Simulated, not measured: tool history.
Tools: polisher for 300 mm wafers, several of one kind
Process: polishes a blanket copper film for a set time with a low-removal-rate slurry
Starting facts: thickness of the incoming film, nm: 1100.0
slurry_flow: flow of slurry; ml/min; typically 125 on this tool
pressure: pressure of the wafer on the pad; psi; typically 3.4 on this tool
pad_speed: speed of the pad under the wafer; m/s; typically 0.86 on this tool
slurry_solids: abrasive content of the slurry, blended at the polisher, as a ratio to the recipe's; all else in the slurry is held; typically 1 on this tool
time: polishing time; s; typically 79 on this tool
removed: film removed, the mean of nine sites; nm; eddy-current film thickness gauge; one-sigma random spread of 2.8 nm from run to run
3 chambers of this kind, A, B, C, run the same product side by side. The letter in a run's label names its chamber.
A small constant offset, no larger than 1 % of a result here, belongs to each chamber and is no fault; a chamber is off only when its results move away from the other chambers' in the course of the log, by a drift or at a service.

run 1A hour=4.6 | slurry_flow=125 pressure=3.4 pad_speed=0.86 slurry_solids=1 time=79 | removed=263.28
run 2B hour=10.9 | slurry_flow=125 pressure=3.4 pad_speed=0.86 slurry_solids=1 time=79 | removed=267.78
-- hour=12.6 chamber C: worn pad replaced by a new one
run 3C hour=15.8 | slurry_flow=125 pressure=3.4 pad_speed=0.86 slurry_solids=1 time=79 | removed=266.1
run 4C hour=21.1 | slurry_flow=125 pressure=3.4 pad_speed=0.86 slurry_solids=1 time=79 | removed=264.58
run 5A hour=25.4 | slurry_flow=125 pressure=3.4 pad_speed=0.86 slurry_solids=1 time=79 | removed=265.86
-- hour=26.3 chamber A: worn pad replaced by a new one
run 6B hour=30.8 | slurry_flow=125 pressure=3.4 pad_speed=0.86 slurry_solids=1 time=79 | removed=268.69
-- hour=33.1 chamber B: worn pad replaced by a new one
run 7B hour=35 | slurry_flow=125 pressure=3.4 pad_speed=0.86 slurry_solids=1 time=79 | removed=262.87
run 8C hour=39.8 | slurry_flow=125 pressure=3.4 pad_speed=0.86 slurry_solids=1 time=79 | removed=264.4
run 9A hour=43.3 | slurry_flow=125 pressure=3.4 pad_speed=0.86 slurry_solids=1 time=79 | removed=274.72
run 10C hour=49.5 | slurry_flow=125 pressure=3.4 pad_speed=0.86 slurry_solids=1 time=79 | removed=266.42
run 11B hour=55.7 | slurry_flow=125 pressure=3.4 pad_speed=1 slurry_solids=1 time=63 | removed=242.81
run 12A hour=60.2 | slurry_flow=125 pressure=3.4 pad_speed=1 slurry_solids=1 time=63 | removed=250.27
-- hour=62.5 chamber A: slurry blender recalibrated
run 13B hour=64.6 | slurry_flow=125 pressure=3.4 pad_speed=1 slurry_solids=1 time=63 | removed=247.07
run 14A hour=69.5 | slurry_flow=125 pressure=3.4 pad_speed=0.86 slurry_solids=1 time=79 | removed=267.81
run 15C hour=76.3 | slurry_flow=125 pressure=3.4 pad_speed=0.86 slurry_solids=1 time=79 | removed=265.48
run 16A hour=82.5 | slurry_flow=125 pressure=3.4 pad_speed=0.6 slurry_solids=0.8 time=79 | removed=175.64
run 17B hour=87 | slurry_flow=125 pressure=3.4 pad_speed=0.6 slurry_solids=0.8 time=79 | removed=179.8
-- hour=88.6 chamber A: worn pad replaced by a new one
run 18C hour=93.2 | slurry_flow=125 pressure=3.4 pad_speed=0.6 slurry_solids=0.8 time=79 | removed=177.16
run 19A hour=99.3 | slurry_flow=125 pressure=3.4 pad_speed=0.86 slurry_solids=1 time=79 | removed=270.5
run 20C hour=103.2 | slurry_flow=125 pressure=3.4 pad_speed=0.86 slurry_solids=1 time=79 | removed=256.57
-- hour=103.3 chamber C: worn pad replaced by a new one
-- hour=105.5 chamber A: head pressure recalibrated
run 21B hour=106.4 | slurry_flow=125 pressure=3.4 pad_speed=0.86 slurry_solids=1 time=79 | removed=262.09
run 22C hour=111.4 | slurry_flow=125 pressure=3.4 pad_speed=0.86 slurry_solids=1 time=79 | removed=263.46
run 23A hour=115.8 | slurry_flow=125 pressure=3.4 pad_speed=0.86 slurry_solids=1 time=79 | removed=269.98
run 24B hour=119.9 | slurry_flow=125 pressure=3.4 pad_speed=0.86 slurry_solids=1 time=79 | removed=267.16
run 25C hour=126.4 | slurry_flow=125 pressure=3.4 pad_speed=0.86 slurry_solids=1 time=79 | removed=263.74
run 26B hour=130.4 | slurry_flow=125 pressure=3.4 pad_speed=0.86 slurry_solids=1 time=79 | removed=262.85
-- hour=130.6 chamber C: head pressure recalibrated
run 27A hour=134 | slurry_flow=125 pressure=3.4 pad_speed=0.86 slurry_solids=1 time=79 | removed=266.68
run 28C hour=141.1 | slurry_flow=125 pressure=3.4 pad_speed=0.86 slurry_solids=1 time=79 | removed=239.27
-- hour=145.7 chamber A: worn pad replaced by a new one
run 29A hour=145.8 | slurry_flow=125 pressure=3.4 pad_speed=0.86 slurry_solids=1 time=79 | removed=262.73
-- hour=148.3 chamber B: slurry nozzle cleaned
run 30B hour=150 | slurry_flow=125 pressure=3.4 pad_speed=0.86 slurry_solids=1 time=79 | removed=265.53
run 31B hour=154.9 | slurry_flow=125 pressure=3.4 pad_speed=0.86 slurry_solids=1 time=65 | removed=216.19
run 32A hour=161.2 | slurry_flow=125 pressure=3.4 pad_speed=0.86 slurry_solids=1 time=65 | removed=221.36
run 33C hour=168.4 | slurry_flow=125 pressure=3.4 pad_speed=0.86 slurry_solids=1 time=65 | removed=200.05
-- hour=172.3 chamber B: worn pad replaced by a new one
run 34A hour=174.8 | slurry_flow=125 pressure=3.4 pad_speed=0.86 slurry_solids=1 time=79 | removed=266.18
run 35B hour=182 | slurry_flow=125 pressure=3.4 pad_speed=0.86 slurry_solids=1 time=79 | removed=262.66
-- hour=186.5 chamber C: worn pad replaced by a new one
run 36C hour=188.2 | slurry_flow=125 pressure=2.5 pad_speed=1.06 slurry_solids=1 time=79 | removed=218.7
-- hour=191.6 chamber C: slurry blender recalibrated
run 37C hour=191.9 | slurry_flow=125 pressure=2.5 pad_speed=1.06 slurry_solids=1 time=79 | removed=217.43
-- hour=192.5 chamber A: slurry nozzle cleaned
run 38B hour=198 | slurry_flow=125 pressure=2.5 pad_speed=1.06 slurry_solids=1 time=79 | removed=238.47
run 39A hour=202.5 | slurry_flow=125 pressure=3.4 pad_speed=0.86 slurry_solids=1 time=79 | removed=265.08
-- hour=203.7 chamber B: slurry blender recalibrated
-- hour=208 chamber A: worn pad replaced by a new one
run 40A hour=209.6 | slurry_flow=125 pressure=4.3 pad_speed=0.86 slurry_solids=1 time=90 | removed=390.22
run 41C hour=215.8 | slurry_flow=125 pressure=4.3 pad_speed=0.86 slurry_solids=1 time=90 | removed=348.69
run 42B hour=220.9 | slurry_flow=125 pressure=4.3 pad_speed=0.86 slurry_solids=1 time=90 | removed=373.09
run 43A hour=226 | slurry_flow=125 pressure=3.4 pad_speed=0.86 slurry_solids=1 time=79 | removed=266.08

For the next run the whole fleet of 3 chambers uses the same settings. Give each chamber's results:
run 44A hour=231.2 | slurry_flow=125 pressure=2.3 pad_speed=0.86 slurry_solids=1 time=79 | removed=?
run 44B hour=231.2 | slurry_flow=125 pressure=2.3 pad_speed=0.86 slurry_solids=1 time=79 | removed=?
run 44C hour=231.2 | slurry_flow=125 pressure=2.3 pad_speed=0.86 slurry_solids=1 time=79 | removed=?

run=44A removed=181.22
run=44B removed=181.71
run=44C removed=162.78

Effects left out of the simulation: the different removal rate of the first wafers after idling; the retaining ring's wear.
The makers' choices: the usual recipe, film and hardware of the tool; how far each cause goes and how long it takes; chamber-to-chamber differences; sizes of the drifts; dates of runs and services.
